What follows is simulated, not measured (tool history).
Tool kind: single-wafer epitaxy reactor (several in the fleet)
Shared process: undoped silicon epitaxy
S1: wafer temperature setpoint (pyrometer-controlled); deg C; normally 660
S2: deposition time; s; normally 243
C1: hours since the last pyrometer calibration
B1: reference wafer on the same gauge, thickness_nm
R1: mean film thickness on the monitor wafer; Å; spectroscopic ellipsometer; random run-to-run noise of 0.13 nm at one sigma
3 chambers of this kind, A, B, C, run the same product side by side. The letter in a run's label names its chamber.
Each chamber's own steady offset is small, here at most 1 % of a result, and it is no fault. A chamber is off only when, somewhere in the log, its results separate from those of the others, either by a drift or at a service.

Run 1C, day 0.129: usual settings; C1 983.4; B1 56.893. Result: R1 505.63 Å.
Run 2B, day 0.404: usual settings; C1 268.9; B1 56.891. Result: R1 511.79 Å.
Run 3A, day 0.671: usual settings; C1 285.3; B1 56.883. Result: R1 508.48 Å.
Run 4A, day 0.925: usual settings; C1 291.4; B1 56.907. Result: R1 508.8 Å.
Run 5C, day 1.138: usual settings; C1 1007.6; B1 56.882. Result: R1 504.15 Å.
Run 6B, day 1.288: usual settings; C1 290.1; B1 56.897. Result: R1 510.11 Å.
Run 7C, day 1.438: usual settings; C1 1014.8; B1 56.922. Result: R1 502.92 Å.
Run 8A, day 1.588: usual settings; C1 307.3; B1 56.954. Result: R1 507.15 Å.
Run 9B, day 1.825: usual settings but S1 654 deg C; C1 303; B1 56.868. Result: R1 448.43 Å.
Run 10C, day 2.038: usual settings but S1 654 deg C; C1 1029.2; B1 56.872. Result: R1 444.11 Å.
Run 11B, day 2.221: usual settings but S1 654 deg C; C1 312.5; B1 56.914. Result: R1 448.24 Å.
Run 12A, day 2.429: usual settings; C1 327.5; B1 56.917. Result: R1 509.65 Å.
Run 13A, day 2.621: usual settings but S1 672 deg C, S2 274 s; C1 332.1; B1 56.873. Result: R1 736.51 Å.
Run 14B, day 2.875: usual settings but S1 672 deg C, S2 274 s; C1 328.2; B1 56.867. Result: R1 740.64 Å.
Run 15C, day 3: usual settings but S1 672 deg C, S2 274 s; C1 1052.3; B1 56.901. Result: R1 728.01 Å.
Run 16A, day 3.146: usual settings; C1 344.7; B1 56.905. Result: R1 506.26 Å.
Run 17C, day 3.35: usual settings; C1 1060.7; B1 56.931. Result: R1 504.66 Å.
Run 18B, day 3.604: usual settings; C1 345.7; B1 56.954. Result: R1 509.06 Å.
Run 19A, day 3.771: usual settings but S1 647 deg C, S2 284 s; C1 359.7; B1 56.934. Result: R1 449 Å.
Run 20C, day 3.967: usual settings but S1 647 deg C, S2 284 s; C1 1075.5; B1 56.918. Result: R1 445.52 Å.
Run 21B, day 4.138: usual settings but S1 647 deg C, S2 284 s; C1 358.5; B1 56.873. Result: R1 452.33 Å.
Run 22A, day 4.329: usual settings but S2 260 s; C1 373.1; B1 56.959. Result: R1 541.59 Å.
Run 23C, day 4.475: usual settings but S2 260 s; C1 1087.7; B1 56.907. Result: R1 542.48 Å.
Run 24B, day 4.738: usual settings but S2 260 s; C1 372.9; B1 56.885. Result: R1 547.29 Å.
Run 25A, day 4.992: usual settings but S2 210 s; C1 389; B1 56.898. Result: R1 438.03 Å.
Run 26B, day 5.158: usual settings but S2 210 s; C1 383; B1 56.851. Result: R1 443.59 Å.
Run 27C, day 5.408: usual settings but S2 210 s; C1 1110.1; B1 56.93. Result: R1 434.84 Å.
Run 28A, day 5.571: usual settings; C1 402.9; B1 56.929. Result: R1 506.75 Å.
Run 29B, day 5.783: usual settings; C1 398; B1 56.893. Result: R1 511.7 Å.
Run 30C, day 5.971: usual settings; C1 1123.6; B1 56.882. Result: R1 503.55 Å.
Run 31B, day 6.183: usual settings but S1 670 deg C; C1 407.6; B1 56.898. Result: R1 632.16 Å.
Run 32A, day 6.442: usual settings but S1 670 deg C; C1 423.8; B1 56.924. Result: R1 628.44 Å.
Run 33C, day 6.688: usual settings but S1 670 deg C; C1 1140.8; B1 56.922. Result: R1 620.16 Å.
Run 34B, day 6.908: usual settings; C1 425; B1 56.893. Result: R1 510.62 Å.
Run 35C, day 7.05: usual settings; C1 1149.5; B1 56.92. Result: R1 505.22 Å.
Run 36A, day 7.233: usual settings but S1 648 deg C, S2 270 s; C1 442.8; B1 56.893. Result: R1 434.97 Å.
Run 37C, day 7.429: usual settings but S1 648 deg C, S2 270 s; C1 1158.6; B1 56.907. Result: R1 434.28 Å.
Run 38A, day 7.588: usual settings but S1 648 deg C, S2 270 s; C1 451.3; B1 56.893. Result: R1 437.47 Å.
Run 39B, day 7.758: usual settings; C1 445.4; B1 56.897. Result: R1 512.19 Å.
Run 40B, day 7.879: usual settings; C1 448.3; B1 56.928. Result: R1 511.18 Å.
Run 41A, day 8.067: usual settings; C1 462.8; B1 56.892. Result: R1 508 Å.

Next, all 3 chambers run the settings below, one line each with question marks for the results. What does each chamber give?
Run 42A, day 8.267: usual settings. Result: R1 ?.
Run 42B, day 8.267: usual settings. Result: R1 ?.
Run 42C, day 8.267: usual settings. Result: R1 ?.

run      R1
42A  504.04
42B  509.27
42C   507.4
